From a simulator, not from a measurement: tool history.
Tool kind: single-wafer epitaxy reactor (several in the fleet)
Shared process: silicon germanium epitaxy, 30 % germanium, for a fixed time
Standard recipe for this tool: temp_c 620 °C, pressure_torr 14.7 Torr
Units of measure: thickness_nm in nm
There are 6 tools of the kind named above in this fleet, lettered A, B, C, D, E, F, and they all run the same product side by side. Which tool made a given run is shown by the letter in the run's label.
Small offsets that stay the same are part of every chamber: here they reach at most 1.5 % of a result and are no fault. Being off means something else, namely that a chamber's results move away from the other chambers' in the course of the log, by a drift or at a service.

run	hour	temp_c	pressure_torr	read-back reference wafer on the same gauge, thickness_nm	thickness_nm
1C	7.5	620	14.7	81.154	74.443
2A	11.7	620	14.7	81.095	74.770
3B	16.9	620	14.7	81.131	74.724
4D	21.0	620	14.7	81.082	74.814
5E	24.8	620	14.7	81.093	74.682
6F	30.9	620	14.7	81.083	75.829
7E	36.6	620	14.7	81.107	74.587
8C	42.3	620	14.7	81.131	74.591
9D	46.2	620	14.7	81.090	75.306
10F	51.7	620	14.7	81.032	75.807
11B	59.3	620	14.7	81.126	74.945
12A	64.4	612	17.5	81.140	68.939
13F	68.2	612	17.5	81.072	71.023
14E	73.3	612	17.5	81.092	69.287
15B	79.0	612	17.5	81.107	69.900
16C	85.9	612	17.5	81.108	69.703
17D	89.7	612	17.5	81.072	69.564
18A	93.5	620	14.7	81.104	74.349
19B	99.6	620	14.7	81.091	74.632
20E	106.2	626	17.1	81.104	88.229
21F	110.8	626	17.1	81.076	89.018
22C	118.8	626	17.1	81.124	88.825
23D	125.2	626	17.1	81.120	88.413
24A	131.2	626	17.1	81.098	87.954
25D	138.0	626	17.1	81.082	87.982
26C	145.0	620	14.7	81.084	75.267
27F	149.5	620	14.7	81.049	75.452
28E	157.3	609	18.3	81.092	66.490
29A	163.8	609	18.3	81.111	66.983
30B	169.2	609	18.3	81.109	67.390
31A	176.9	609	18.3	81.082	66.946
32D	183.1	609	18.3	81.124	67.229
33C	186.9	609	18.3	81.119	67.626
34F	192.3	620	12.5	81.133	70.757
35E	196.5	620	12.5	81.095	69.870
# hour 197.2: chamber F: capacitance manometer re-zeroed and calibrated
36B	203.8	620	12.5	81.070	69.976
37D	208.6	620	12.5	81.069	70.396
38C	213.0	620	12.5	81.099	71.141
39F	218.7	620	12.5	81.106	70.932
40A	225.9	620	14.7	81.065	74.508
41E	229.9	620	14.7	81.090	74.622
42B	235.6	615	14.7	81.120	68.361
43C	241.2	615	14.7	81.088	69.600
44E	246.6	615	14.7	81.089	67.885

Which is it: a chamber that has drifted or been left off by a service, a gauge drift common to all chambers, or only each chamber's usual small offset? If a chamber is off, name it and its likeliest cause.

It is chamber C that slowly wanders off from its peers.
Cause: true pressure above the setpoint (%) = 6.43.
From this log alone, it may not be told apart from: wafer temperature above the value expected at the setpoint (K).

Below are 4 candidate recipes for chamber C's next run, each the usual settings with a change, their results shown as question marks. Which of them brings C's results back in line with what the other chambers give on the usual settings?
To be in line, a result may differ from the other chambers' mean on the usual settings by at most: thickness_nm 0.630 nm
45C-1	252.3	622	14.9		?
45C-2	252.3	618	14.5		?
45C-3	252.3	621	14.7		?
45C-4	252.3	619	14.7		?

On the usual settings, the other chambers give on average: thickness_nm 74.889 nm
run	thickness_nm
45C-1	79.472
45C-2	73.234
45C-3	77.660
45C-4	74.956
45C-4 brings the chamber back in line.
